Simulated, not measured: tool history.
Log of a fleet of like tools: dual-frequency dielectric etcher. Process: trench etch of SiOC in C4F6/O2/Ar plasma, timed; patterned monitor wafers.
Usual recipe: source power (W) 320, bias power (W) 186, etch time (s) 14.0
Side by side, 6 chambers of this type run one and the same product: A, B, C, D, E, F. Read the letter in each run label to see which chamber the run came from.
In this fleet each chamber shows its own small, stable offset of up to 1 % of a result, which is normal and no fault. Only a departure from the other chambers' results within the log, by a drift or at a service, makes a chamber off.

| run | hour | source power (W) | bias power (W) | etch time (s) | read-back reference wafer on the same gauge, depth_nm | mean etch depth across the wafer (nm) |
|---|---|---|---|---|---|---|
| 1A | 6.9 | 320 | 186 | 14.0 | 25.000 | 26.872 |
| 2B | 15.7 | 320 | 186 | 14.0 | 25.007 | 26.688 |
| 3D | 24.2 | 320 | 186 | 14.0 | 25.004 | 27.272 |
| 4F | 34.7 | 320 | 186 | 14.0 | 25.001 | 26.870 |
| 5C | 44.8 | 320 | 186 | 14.0 | 25.007 | 26.954 |
| 6E | 55.9 | 370 | 158 | 14.0 | 24.994 | 27.178 |
| 7D | 64.7 | 370 | 158 | 14.0 | 25.012 | 27.508 |
| 8F | 70.8 | 370 | 158 | 14.0 | 24.988 | 26.863 |
| 9E | 78.3 | 370 | 158 | 14.0 | 25.004 | 27.050 |
|  | 82.0 | chamber A: wet clean of the chamber |
| 10A | 85.7 | 370 | 158 | 14.0 | 25.004 | 27.027 |
| 11C | 95.0 | 370 | 158 | 14.0 | 24.992 | 26.941 |
|  | 99.9 | chamber C: wet clean of the chamber |
| 12B | 102.5 | 320 | 186 | 14.0 | 24.996 | 26.513 |
|  | 104.5 | chamber F: wet clean of the chamber |
| 13C | 114.4 | 320 | 186 | 14.0 | 25.004 | 26.839 |
| 14A | 122.5 | 320 | 186 | 14.0 | 24.976 | 26.999 |
| 15B | 128.7 | 320 | 186 | 14.0 | 25.011 | 26.539 |
| 16F | 137.1 | 320 | 186 | 14.0 | 25.004 | 26.774 |
| 17E | 148.8 | 320 | 186 | 14.0 | 25.008 | 26.936 |
|  | 150.5 | chamber E: source power generator calibrated |
| 18D | 155.7 | 320 | 186 | 14.0 | 24.980 | 27.177 |
| 19C | 165.1 | 320 | 186 | 14.0 | 25.021 | 26.898 |
| 20D | 176.0 | 320 | 186 | 14.0 | 25.001 | 27.217 |
|  | 187.1 | chamber D: bias power generator calibrated |
| 21A | 187.1 | 320 | 186 | 14.0 | 24.996 | 27.081 |
| 22E | 192.9 | 320 | 222 | 10.5 | 25.002 | 21.662 |
| 23F | 201.1 | 320 | 222 | 10.5 | 24.970 | 21.439 |
|  | 209.2 | chamber B: source power generator calibrated |
| 24B | 213.8 | 320 | 222 | 10.5 | 25.009 | 20.758 |
| 25C | 220.1 | 320 | 222 | 10.5 | 24.987 | 21.330 |
| 26F | 227.5 | 320 | 222 | 10.5 | 25.010 | 21.420 |
| 27E | 239.4 | 320 | 222 | 10.5 | 24.992 | 21.378 |
|  | 242.4 | chamber C: bias power generator calibrated |
| 28A | 248.1 | 320 | 186 | 14.0 | 25.013 | 26.886 |
| 29B | 261.2 | 320 | 186 | 14.0 | 25.005 | 26.134 |
| 30D | 267.0 | 320 | 186 | 14.0 | 25.011 | 27.251 |
| 31A | 276.3 | 320 | 186 | 14.0 | 24.996 | 26.944 |
| 32D | 288.6 | 320 | 186 | 14.0 | 24.991 | 27.119 |
| 33F | 295.4 | 320 | 186 | 14.0 | 24.984 | 26.988 |
|  | 297.1 | chamber F: bias power generator calibrated |
| 34C | 305.2 | 360 | 186 | 16.0 | 24.965 | 32.347 |
| 35E | 314.2 | 360 | 186 | 16.0 | 24.989 | 32.368 |
| 36B | 325.7 | 360 | 186 | 16.0 | 25.034 | 30.892 |
| 37D | 335.1 | 360 | 186 | 16.0 | 24.969 | 32.346 |
| 38F | 348.3 | 360 | 186 | 16.0 | 24.996 | 32.005 |
| 39C | 358.9 | 360 | 186 | 16.0 | 25.020 | 32.017 |

Each of the 6 chambers runs these same settings next. Fill in every chamber's results:
| 40A | 368.4 | 320 | 186 | 11.5 |  | ? |
| 40B | 368.4 | 320 | 186 | 11.5 |  | ? |
| 40C | 368.4 | 320 | 186 | 11.5 |  | ? |
| 40D | 368.4 | 320 | 186 | 11.5 |  | ? |
| 40E | 368.4 | 320 | 186 | 11.5 |  | ? |
| 40F | 368.4 | 320 | 186 | 11.5 |  | ? |

| run | mean etch depth across the wafer (nm) |
|---|---|
| 40A | 22.062 |
| 40B | 21.057 |
| 40C | 22.030 |
| 40D | 22.305 |
| 40E | 22.120 |
| 40F | 21.957 |
